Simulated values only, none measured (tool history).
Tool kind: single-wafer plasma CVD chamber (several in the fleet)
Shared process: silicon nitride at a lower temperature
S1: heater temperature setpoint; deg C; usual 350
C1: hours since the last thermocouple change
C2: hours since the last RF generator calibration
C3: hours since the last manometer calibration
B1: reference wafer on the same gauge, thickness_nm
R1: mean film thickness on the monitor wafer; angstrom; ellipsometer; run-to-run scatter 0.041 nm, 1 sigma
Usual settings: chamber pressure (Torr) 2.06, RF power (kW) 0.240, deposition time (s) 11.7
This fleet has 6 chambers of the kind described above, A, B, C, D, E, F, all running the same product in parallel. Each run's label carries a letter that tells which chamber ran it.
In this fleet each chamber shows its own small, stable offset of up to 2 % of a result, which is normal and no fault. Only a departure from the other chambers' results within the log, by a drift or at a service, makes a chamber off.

{"run": "1A", "hour": 11.4, "S1": 350, "chamber pressure (Torr)": 2.06, "RF power (kW)": 0.24, "deposition time (s)": 11.7, "C1": 1086.1, "C2": 1323.0, "C3": 895.3, "B1": 12.007, "R1": 125.42}
{"run": "2E", "hour": 17.9, "S1": 350, "chamber pressure (Torr)": 2.06, "RF power (kW)": 0.24, "deposition time (s)": 11.7, "C1": 1257.4, "C2": 891.8, "C3": 550.2, "B1": 11.998, "R1": 127.58}
{"run": "3F", "hour": 25.5, "S1": 350, "chamber pressure (Torr)": 2.06, "RF power (kW)": 0.24, "deposition time (s)": 11.7, "C1": 494.8, "C2": 835.4, "C3": 2561.8, "B1": 11.994, "R1": 126.86}
{"run": "4D", "hour": 32.8, "S1": 350, "chamber pressure (Torr)": 2.06, "RF power (kW)": 0.24, "deposition time (s)": 11.7, "C1": 1589.7, "C2": 901.2, "C3": 278.1, "B1": 12.005, "R1": 126.74}
{"run": "5C", "hour": 40.8, "S1": 350, "chamber pressure (Torr)": 2.06, "RF power (kW)": 0.24, "deposition time (s)": 11.7, "C1": 234.8, "C2": 296.5, "C3": 509.5, "B1": 11.994, "R1": 127.41}
{"run": "6B", "hour": 50.0, "S1": 350, "chamber pressure (Torr)": 2.06, "RF power (kW)": 0.24, "deposition time (s)": 11.7, "C1": 318.8, "C2": 489.2, "C3": 1319.2, "B1": 11.995, "R1": 123.29}
{"run": "7A", "hour": 58.7, "S1": 350, "chamber pressure (Torr)": 2.06, "RF power (kW)": 0.24, "deposition time (s)": 11.7, "C1": 1133.4, "C2": 1370.3, "C3": 942.6, "B1": 11.989, "R1": 126.57}
{"run": "8D", "hour": 64.2, "S1": 350, "chamber pressure (Torr)": 2.06, "RF power (kW)": 0.24, "deposition time (s)": 11.7, "C1": 1621.1, "C2": 932.6, "C3": 309.5, "B1": 11.992, "R1": 126.8}
{"run": "9E", "hour": 75.3, "S1": 350, "chamber pressure (Torr)": 2.06, "RF power (kW)": 0.24, "deposition time (s)": 11.7, "C1": 1314.8, "C2": 949.2, "C3": 607.6, "B1": 11.993, "R1": 127.8}
{"run": "10F", "hour": 86.5, "S1": 350, "chamber pressure (Torr)": 2.46, "RF power (kW)": 0.24, "deposition time (s)": 11.7, "C1": 555.8, "C2": 896.4, "C3": 2622.8, "B1": 12.006, "R1": 131.76}
{"run": "11C", "hour": 92.1, "S1": 350, "chamber pressure (Torr)": 2.46, "RF power (kW)": 0.24, "deposition time (s)": 11.7, "C1": 286.1, "C2": 347.8, "C3": 560.8, "B1": 11.996, "R1": 133.03}
{"hour": 103.1, "done": "chamber B: capacitance manometer re-zeroed and calibrated"}
{"run": "12B", "hour": 104.5, "S1": 350, "chamber pressure (Torr)": 2.46, "RF power (kW)": 0.24, "deposition time (s)": 11.7, "C1": 373.3, "C2": 543.7, "C3": 1.5, "B1": 11.995, "R1": 129.5}
{"run": "13F", "hour": 111.0, "S1": 350, "chamber pressure (Torr)": 2.46, "RF power (kW)": 0.24, "deposition time (s)": 11.7, "C1": 580.3, "C2": 920.9, "C3": 2647.3, "B1": 11.993, "R1": 130.8}
{"run": "14C", "hour": 122.2, "S1": 350, "chamber pressure (Torr)": 2.46, "RF power (kW)": 0.24, "deposition time (s)": 11.7, "C1": 316.2, "C2": 377.9, "C3": 590.9, "B1": 12.001, "R1": 132.32}
{"hour": 132.6, "done": "chamber F: capacitance manometer re-zeroed and calibrated"}
{"run": "15B", "hour": 134.0, "S1": 350, "chamber pressure (Torr)": 2.46, "RF power (kW)": 0.24, "deposition time (s)": 11.7, "C1": 402.8, "C2": 573.2, "C3": 31.0, "B1": 11.994, "R1": 129.25}
{"run": "16D", "hour": 144.3, "S1": 358, "chamber pressure (Torr)": 2.06, "RF power (kW)": 0.24, "deposition time (s)": 11.7, "C1": 1701.2, "C2": 1012.7, "C3": 389.6, "B1": 12.004, "R1": 126.29}
{"hour": 149.0, "done": "chamber A: RF generator calibrated"}
{"run": "17E", "hour": 154.2, "S1": 358, "chamber pressure (Torr)": 2.06, "RF power (kW)": 0.24, "deposition time (s)": 11.7, "C1": 1393.7, "C2": 1028.1, "C3": 686.5, "B1": 12.009, "R1": 127.12}
{"run": "18A", "hour": 160.7, "S1": 358, "chamber pressure (Torr)": 2.06, "RF power (kW)": 0.24, "deposition time (s)": 11.7, "C1": 1235.4, "C2": 11.8, "C3": 1044.6, "B1": 11.996, "R1": 125.47}
{"run": "19D", "hour": 171.5, "S1": 358, "chamber pressure (Torr)": 2.06, "RF power (kW)": 0.24, "deposition time (s)": 11.7, "C1": 1728.4, "C2": 1039.9, "C3": 416.8, "B1": 12.008, "R1": 125.08}
{"hour": 176.3, "done": "chamber E: thermocouple changed; heater temperature recalibrated"}
{"run": "20E", "hour": 183.6, "S1": 358, "chamber pressure (Torr)": 2.06, "RF power (kW)": 0.24, "deposition time (s)": 11.7, "C1": 7.3, "C2": 1057.5, "C3": 715.9, "B1": 12.013, "R1": 125.93}
{"run": "21B", "hour": 189.7, "S1": 358, "chamber pressure (Torr)": 2.06, "RF power (kW)": 0.24, "deposition time (s)": 11.7, "C1": 458.5, "C2": 628.9, "C3": 86.7, "B1": 12.0, "R1": 122.63}
{"run": "22C", "hour": 201.0, "S1": 350, "chamber pressure (Torr)": 2.06, "RF power (kW)": 0.24, "deposition time (s)": 11.7, "C1": 395.0, "C2": 456.7, "C3": 669.7, "B1": 12.005, "R1": 126.95}
{"run": "23F", "hour": 209.6, "S1": 350, "chamber pressure (Torr)": 2.06, "RF power (kW)": 0.215, "deposition time (s)": 10.9, "C1": 678.9, "C2": 1019.5, "C3": 77.0, "B1": 12.004, "R1": 106.47}
{"run": "24A", "hour": 218.3, "S1": 350, "chamber pressure (Torr)": 2.06, "RF power (kW)": 0.215, "deposition time (s)": 10.9, "C1": 1293.0, "C2": 69.4, "C3": 1102.2, "B1": 12.008, "R1": 108.47}
{"run": "25C", "hour": 229.4, "S1": 350, "chamber pressure (Torr)": 2.06, "RF power (kW)": 0.215, "deposition time (s)": 10.9, "C1": 423.4, "C2": 485.1, "C3": 698.1, "B1": 11.999, "R1": 109.23}
{"run": "26D", "hour": 237.3, "S1": 350, "chamber pressure (Torr)": 2.06, "RF power (kW)": 0.215, "deposition time (s)": 10.9, "C1": 1794.2, "C2": 1105.7, "C3": 482.6, "B1": 11.996, "R1": 108.27}
{"run": "27F", "hour": 244.8, "S1": 350, "chamber pressure (Torr)": 2.06, "RF power (kW)": 0.215, "deposition time (s)": 10.9, "C1": 714.1, "C2": 1054.7, "C3": 112.2, "B1": 12.002, "R1": 105.84}
{"run": "28A", "hour": 252.0, "S1": 350, "chamber pressure (Torr)": 2.06, "RF power (kW)": 0.215, "deposition time (s)": 10.9, "C1": 1326.7, "C2": 103.1, "C3": 1135.9, "B1": 11.999, "R1": 109.24}
{"run": "29E", "hour": 262.9, "S1": 350, "chamber pressure (Torr)": 2.06, "RF power (kW)": 0.24, "deposition time (s)": 11.7, "C1": 86.6, "C2": 1136.8, "C3": 795.2, "B1": 12.001, "R1": 127.68}
{"hour": 268.3, "done": "chamber A: capacitance manometer re-zeroed and calibrated"}
{"run": "30B", "hour": 269.8, "S1": 350, "chamber pressure (Torr)": 2.06, "RF power (kW)": 0.24, "deposition time (s)": 11.7, "C1": 538.6, "C2": 709.0, "C3": 166.8, "B1": 12.008, "R1": 123.09}
{"run": "31C", "hour": 277.9, "S1": 350, "chamber pressure (Torr)": 2.06, "RF power (kW)": 0.24, "deposition time (s)": 11.7, "C1": 471.9, "C2": 533.6, "C3": 746.6, "B1": 12.006, "R1": 126.94}
{"run": "32A", "hour": 285.3, "S1": 350, "chamber pressure (Torr)": 2.06, "RF power (kW)": 0.24, "deposition time (s)": 11.7, "C1": 1360.0, "C2": 136.4, "C3": 17.0, "B1": 12.013, "R1": 126.61}
{"run": "33D", "hour": 293.8, "S1": 350, "chamber pressure (Torr)": 2.06, "RF power (kW)": 0.24, "deposition time (s)": 11.7, "C1": 1850.7, "C2": 1162.2, "C3": 539.1, "B1": 11.998, "R1": 126.9}
{"run": "34E", "hour": 303.5, "S1": 350, "chamber pressure (Torr)": 2.06, "RF power (kW)": 0.24, "deposition time (s)": 11.7, "C1": 127.2, "C2": 1177.4, "C3": 835.8, "B1": 12.001, "R1": 127.67}
{"run": "35F", "hour": 315.2, "S1": 361, "chamber pressure (Torr)": 1.82, "RF power (kW)": 0.24, "deposition time (s)": 11.7, "C1": 784.5, "C2": 1125.1, "C3": 182.6, "B1": 11.998, "R1": 118.58}
{"run": "36B", "hour": 325.9, "S1": 361, "chamber pressure (Torr)": 1.82, "RF power (kW)": 0.24, "deposition time (s)": 11.7, "C1": 594.7, "C2": 765.1, "C3": 222.9, "B1": 12.002, "R1": 118.96}
{"run": "37E", "hour": 331.8, "S1": 361, "chamber pressure (Torr)": 1.82, "RF power (kW)": 0.24, "deposition time (s)": 11.7, "C1": 155.5, "C2": 1205.7, "C3": 864.1, "B1": 12.001, "R1": 122.39}
{"run": "38F", "hour": 343.5, "S1": 361, "chamber pressure (Torr)": 1.82, "RF power (kW)": 0.24, "deposition time (s)": 11.7, "C1": 812.8, "C2": 1153.4, "C3": 210.9, "B1": 12.008, "R1": 118.07}
{"run": "39B", "hour": 351.1, "S1": 361, "chamber pressure (Torr)": 1.82, "RF power (kW)": 0.24, "deposition time (s)": 11.7, "C1": 619.9, "C2": 790.3, "C3": 248.1, "B1": 11.996, "R1": 119.76}
{"run": "40D", "hour": 356.9, "S1": 361, "chamber pressure (Torr)": 1.82, "RF power (kW)": 0.24, "deposition time (s)": 11.7, "C1": 1913.8, "C2": 1225.3, "C3": 602.2, "B1": 11.996, "R1": 121.62}
{"run": "41A", "hour": 366.9, "S1": 350, "chamber pressure (Torr)": 2.06, "RF power (kW)": 0.24, "deposition time (s)": 11.7, "C1": 1441.6, "C2": 218.0, "C3": 98.6, "B1": 12.001, "R1": 126.59}
{"run": "42C", "hour": 372.8, "S1": 350, "chamber pressure (Torr)": 2.06, "RF power (kW)": 0.24, "deposition time (s)": 11.7, "C1": 566.8, "C2": 628.5, "C3": 841.5, "B1": 12.002, "R1": 127.48}
{"run": "43F", "hour": 380.0, "S1": 350, "chamber pressure (Torr)": 2.06, "RF power (kW)": 0.24, "deposition time (s)": 11.7, "C1": 849.3, "C2": 1189.9, "C3": 247.4, "B1": 12.002, "R1": 121.56}

All chambers now run identical settings, listed one chamber a line with results as question marks. What results will each chamber show?
{"run": "44A", "hour": 389.0, "S1": 350, "chamber pressure (Torr)": 2.06, "RF power (kW)": 0.24, "deposition time (s)": 13.4, "R1": "?"}
{"run": "44B", "hour": 389.0, "S1": 350, "chamber pressure (Torr)": 2.06, "RF power (kW)": 0.24, "deposition time (s)": 13.4, "R1": "?"}
{"run": "44C", "hour": 389.0, "S1": 350, "chamber pressure (Torr)": 2.06, "RF power (kW)": 0.24, "deposition time (s)": 13.4, "R1": "?"}
{"run": "44D", "hour": 389.0, "S1": 350, "chamber pressure (Torr)": 2.06, "RF power (kW)": 0.24, "deposition time (s)": 13.4, "R1": "?"}
{"run": "44E", "hour": 389.0, "S1": 350, "chamber pressure (Torr)": 2.06, "RF power (kW)": 0.24, "deposition time (s)": 13.4, "R1": "?"}
{"run": "44F", "hour": 389.0, "S1": 350, "chamber pressure (Torr)": 2.06, "RF power (kW)": 0.24, "deposition time (s)": 13.4, "R1": "?"}

run=44A R1=144.78
run=44B R1=141.25
run=44C R1=145.76
run=44D R1=145.31
run=44E R1=145.61
run=44F R1=139.13

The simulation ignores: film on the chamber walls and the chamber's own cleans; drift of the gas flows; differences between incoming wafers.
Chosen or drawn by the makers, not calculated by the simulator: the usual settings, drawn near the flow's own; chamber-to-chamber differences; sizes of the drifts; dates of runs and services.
